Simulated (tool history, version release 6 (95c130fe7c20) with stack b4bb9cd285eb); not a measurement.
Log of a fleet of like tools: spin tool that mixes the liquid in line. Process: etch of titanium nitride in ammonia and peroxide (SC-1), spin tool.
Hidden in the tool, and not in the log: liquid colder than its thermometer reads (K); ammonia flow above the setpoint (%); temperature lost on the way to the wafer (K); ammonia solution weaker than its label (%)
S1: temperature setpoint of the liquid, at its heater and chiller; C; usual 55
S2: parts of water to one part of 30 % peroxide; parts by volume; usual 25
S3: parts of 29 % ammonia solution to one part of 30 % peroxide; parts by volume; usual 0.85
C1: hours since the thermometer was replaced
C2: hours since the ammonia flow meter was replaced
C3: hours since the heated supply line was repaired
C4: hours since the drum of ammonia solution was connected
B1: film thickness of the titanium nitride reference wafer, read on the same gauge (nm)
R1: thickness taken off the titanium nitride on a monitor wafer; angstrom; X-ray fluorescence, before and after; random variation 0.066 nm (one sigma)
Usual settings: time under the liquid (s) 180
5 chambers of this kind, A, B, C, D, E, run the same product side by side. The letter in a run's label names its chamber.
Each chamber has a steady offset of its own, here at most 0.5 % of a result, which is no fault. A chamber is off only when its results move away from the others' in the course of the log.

At hour 1.6: chamber A: ammonia flow meter replaced.
Run 1A, hour 5.7: usual settings; C1 328.9; C2 4.1; C3 735.4; C4 144.6; B1 49.968. Result: R1 81.838 angstrom.
Run 2E, hour 12.1: usual settings; C1 584.4; C2 1128.3; C3 20.5; C4 321.2; B1 50.002. Result: R1 83.311 angstrom.
Run 3B, hour 20.6: usual settings; C1 1250.1; C2 1359.6; C3 1367.9; C4 172.3; B1 50.02. Result: R1 83.545 angstrom.
Run 4D, hour 25.7: usual settings; C1 2602; C2 1126.9; C3 324.2; C4 1121.6; B1 50. Result: R1 81.539 angstrom.
Run 5C, hour 30.8: usual settings; C1 279.6; C2 1265; C3 195.7; C4 292.3; B1 49.961. Result: R1 82.298 angstrom.
Run 6B, hour 36.7: usual settings; C1 1266.2; C2 1375.7; C3 1384; C4 188.4; B1 49.989. Result: R1 82.631 angstrom.
Run 7C, hour 42.8: usual settings; C1 291.6; C2 1277; C3 207.7; C4 304.3; B1 50.03. Result: R1 82.549 angstrom.
Run 8D, hour 48.7: usual settings; C1 2625; C2 1149.9; C3 347.2; C4 1144.6; B1 50.009. Result: R1 82.635 angstrom.
At hour 52.5: chamber D: new drum of ammonia solution connected.
Run 9E, hour 58.2: usual settings; C1 630.5; C2 1174.4; C3 66.6; C4 367.3; B1 50.022. Result: R1 83.67 angstrom.
Run 10A, hour 65.2: usual settings; C1 388.4; C2 63.6; C3 794.9; C4 204.1; B1 49.978. Result: R1 82.807 angstrom.
Run 11C, hour 73.7: usual settings but S3 1.1 parts by volume; C1 322.5; C2 1307.9; C3 238.6; C4 335.2; B1 49.987. Result: R1 85.858 angstrom.
Run 12A, hour 79.6: usual settings but S3 1.1 parts by volume; C1 402.8; C2 78; C3 809.3; C4 218.5; B1 49.968. Result: R1 85.584 angstrom.
At hour 80: chamber B: new drum of ammonia solution connected.
Run 13D, hour 84.5: usual settings but S3 1.1 parts by volume; C1 2660.8; C2 1185.7; C3 383; C4 32; B1 49.977. Result: R1 84.837 angstrom.
Run 14B, hour 89.4: usual settings but S3 1.1 parts by volume; C1 1318.9; C2 1428.4; C3 1436.7; C4 9.5; B1 50.072. Result: R1 87.68 angstrom.
Run 15E, hour 94.4: usual settings but S3 1.1 parts by volume; C1 666.7; C2 1210.6; C3 102.8; C4 403.5; B1 50.001. Result: R1 86.141 angstrom.
Run 16E, hour 98.9: usual settings; C1 671.2; C2 1215.1; C3 107.3; C4 408; B1 49.979. Result: R1 81.867 angstrom.
Run 17B, hour 104.6: usual settings; C1 1334.1; C2 1443.6; C3 1451.9; C4 24.7; B1 49.964. Result: R1 82.611 angstrom.
At hour 108.7: chamber A: heated supply line repaired.
Run 18D, hour 112.6: usual settings; C1 2688.9; C2 1213.8; C3 411.1; C4 60.1; B1 49.982. Result: R1 81.225 angstrom.
Run 19A, hour 120.2: usual settings; C1 443.4; C2 118.6; C3 11.6; C4 259.1; B1 49.976. Result: R1 82.786 angstrom.
At hour 124.5: chamber B: heated supply line repaired.
Run 20C, hour 125.9: usual settings; C1 374.7; C2 1360.1; C3 290.8; C4 387.4; B1 49.992. Result: R1 83.041 angstrom.
Run 21C, hour 134.2: usual settings; C1 383; C2 1368.4; C3 299.1; C4 395.7; B1 50.012. Result: R1 82.15 angstrom.
At hour 137.1: chamber E: ammonia flow meter replaced.
Run 22B, hour 140.3: usual settings; C1 1369.8; C2 1479.3; C3 15.9; C4 60.4; B1 49.955. Result: R1 83.171 angstrom.
Run 23A, hour 146.6: usual settings; C1 469.8; C2 145; C3 38; C4 285.5; B1 49.996. Result: R1 82.569 angstrom.
At hour 149.3: chamber C: new drum of ammonia solution connected.
Run 24E, hour 151.6: usual settings but S2 20.5 parts by volume, S3 0.95 parts by volume; C1 723.9; C2 14.6; C3 160; C4 460.7; B1 49.976. Result: R1 93.996 angstrom.
Run 25D, hour 157: usual settings but S2 20.5 parts by volume, S3 0.95 parts by volume; C1 2733.3; C2 1258.2; C3 455.5; C4 104.5; B1 49.989. Result: R1 94.382 angstrom.
Run 26C, hour 164.9: usual settings but S2 20.5 parts by volume, S3 0.95 parts by volume; C1 413.7; C2 1399.1; C3 329.8; C4 15.7; B1 50.023. Result: R1 94.029 angstrom.
Run 27D, hour 171.9: usual settings but S2 20.5 parts by volume, S3 0.95 parts by volume; C1 2748.2; C2 1273.1; C3 470.4; C4 119.4; B1 49.985. Result: R1 93.65 angstrom.
Run 28E, hour 180.3: usual settings but S2 20.5 parts by volume, S3 0.95 parts by volume; C1 752.6; C2 43.3; C3 188.7; C4 489.4; B1 49.972. Result: R1 94.758 angstrom.
Run 29B, hour 187.6: usual settings but time under the liquid (s) 95; C1 1417.1; C2 1526.6; C3 63.2; C4 107.7; B1 49.973. Result: R1 43.705 angstrom.
Run 30A, hour 192.6: usual settings but time under the liquid (s) 95; C1 515.8; C2 191; C3 84; C4 331.5; B1 49.984. Result: R1 43.621 angstrom.
Run 31D, hour 197.4: usual settings but time under the liquid (s) 95; C1 2773.7; C2 1298.6; C3 495.9; C4 144.9; B1 50.02. Result: R1 43.619 angstrom.
Run 32B, hour 202.5: usual settings but time under the liquid (s) 95; C1 1432; C2 1541.5; C3 78.1; C4 122.6; B1 49.982. Result: R1 43.471 angstrom.
Run 33A, hour 207.5: usual settings but time under the liquid (s) 95; C1 530.7; C2 205.9; C3 98.9; C4 346.4; B1 50.012. Result: R1 44.052 angstrom.
Run 34E, hour 217.2: usual settings; C1 789.5; C2 80.2; C3 225.6; C4 526.3; B1 49.99. Result: R1 83.287 angstrom.
Run 35C, hour 221.9: usual settings; C1 470.7; C2 1456.1; C3 386.8; C4 72.7; B1 50.012. Result: R1 82.028 angstrom.

Is one chamber off against the others, does the gauge drift, or is nothing wrong? If a chamber is off, say which, and what the likeliest cause is.

No chamber stands off beyond its own small offset, and the gauge holds steady.
